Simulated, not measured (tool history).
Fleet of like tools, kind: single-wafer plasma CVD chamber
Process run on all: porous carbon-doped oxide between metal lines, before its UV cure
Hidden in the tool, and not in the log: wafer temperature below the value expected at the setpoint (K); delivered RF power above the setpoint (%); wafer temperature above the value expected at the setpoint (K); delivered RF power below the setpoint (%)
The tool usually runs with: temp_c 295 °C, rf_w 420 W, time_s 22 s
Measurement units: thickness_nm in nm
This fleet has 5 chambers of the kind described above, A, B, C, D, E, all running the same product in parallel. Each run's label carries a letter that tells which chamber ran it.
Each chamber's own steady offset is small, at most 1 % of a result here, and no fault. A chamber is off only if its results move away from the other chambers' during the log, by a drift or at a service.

run,hour,temp_c,rf_w,time_s,hours since the last thermocouple change,hours since the last RF generator calibration,"read-back reference wafer on the same gauge, thickness_nm",thickness_nm
1C,14.3,295,420,22,289.5,511.3,94.994,108.33
2B,23.6,295,420,22,108.5,1352.9,94.964,108.35
3A,30.7,295,420,22,444.4,1058.1,94.972,108.39
# hour 34.8: chamber E: RF generator calibrated
4E,40.6,295,420,22,1582.4,5.8,94.966,108.65
5D,48.3,295,420,22,65.3,205.5,94.948,109.11
# hour 52: chamber E: thermocouple changed; heater temperature recalibrated
6D,62.9,295,420,22,79.9,220.1,94.975,109.22
7E,76.4,295,360,22,24.5,41.6,94.904,96.404
8B,84.4,295,360,22,169.3,1413.7,94.912,95.84
9C,97.7,295,360,22,372.9,594.7,94.892,95.905
10A,105.6,295,360,22,519.3,1133,94.898,95.834
11E,118.9,295,360,22,67,84.1,94.878,96.037
12A,130.1,295,420,22,543.8,1157.5,94.872,108.16
13D,140.8,295,490,22,157.8,298,94.86,121.92
14C,153.3,295,490,22,428.5,650.3,94.887,121.02
15B,164.2,295,490,22,249.1,1493.5,94.858,121.06
16D,177.4,295,490,22,194.4,334.6,94.843,121.87
17A,188.1,295,490,22,601.8,1215.5,94.827,121.22
18C,194.5,295,420,22,469.7,691.5,94.802,108.2
19E,208.2,295,420,22,156.3,173.4,94.799,108.55
20B,219,295,420,22,303.9,1548.3,94.786,108.2
21C,232.7,295,420,22,507.9,729.7,94.775,108.06
22E,245.5,295,420,22,193.6,210.7,94.776,108.41
23B,257.5,295,420,22,342.4,1586.8,94.749,108.11
24D,266,295,420,22,283,423.2,94.774,109.06
25A,275.8,295,420,22,689.5,1303.2,94.721,108.04
26C,282.2,295,420,22,557.4,779.2,94.705,108.09
27B,289.8,295,420,22,374.7,1619.1,94.727,107.97
28E,296.8,295,420,22,244.9,262,94.737,108.31
29A,308.7,295,420,22,722.4,1336.1,94.682,107.96
30D,320.9,295,420,22,337.9,478.1,94.667,108.76
31A,330.8,295,420,22,744.5,1358.2,94.681,108.08
32B,342.2,283,420,22,427.1,1671.5,94.684,116.48
33D,351.2,283,420,22,368.2,508.4,94.638,116.86
34C,362.2,283,420,22,637.4,859.2,94.633,115.97
35E,368.6,283,420,22,316.7,333.8,94.658,116.55
36A,378.8,283,420,22,792.5,1406.2,94.643,116.02
37E,392.7,295,420,22,340.8,357.9,94.625,108.25
38B,403.8,295,420,22,488.7,1733.1,94.633,107.86
39D,413.9,295,420,22,430.9,571.1,94.591,108.81
40C,421.2,295,420,22,696.4,918.2,94.583,107.84
41D,431.1,295,420,22,448.1,588.3,94.593,108.57
42B,438.8,295,420,22,523.7,1768.1,94.59,107.84
43C,453.1,295,420,22,728.3,950.1,94.558,107.93
44E,466.7,295,420,22,414.8,431.9,94.534,108.12

The same settings go to every chamber for the next run, one line per chamber below. Forecast the results for each:
45A,477.2,295,420,22,,,,?
45B,477.2,295,420,22,,,,?
45C,477.2,295,420,22,,,,?
45D,477.2,295,420,22,,,,?
45E,477.2,295,420,22,,,,?

run,thickness_nm
45A,107.9
45B,108.01
45C,107.84
45D,108.63
45E,108.22
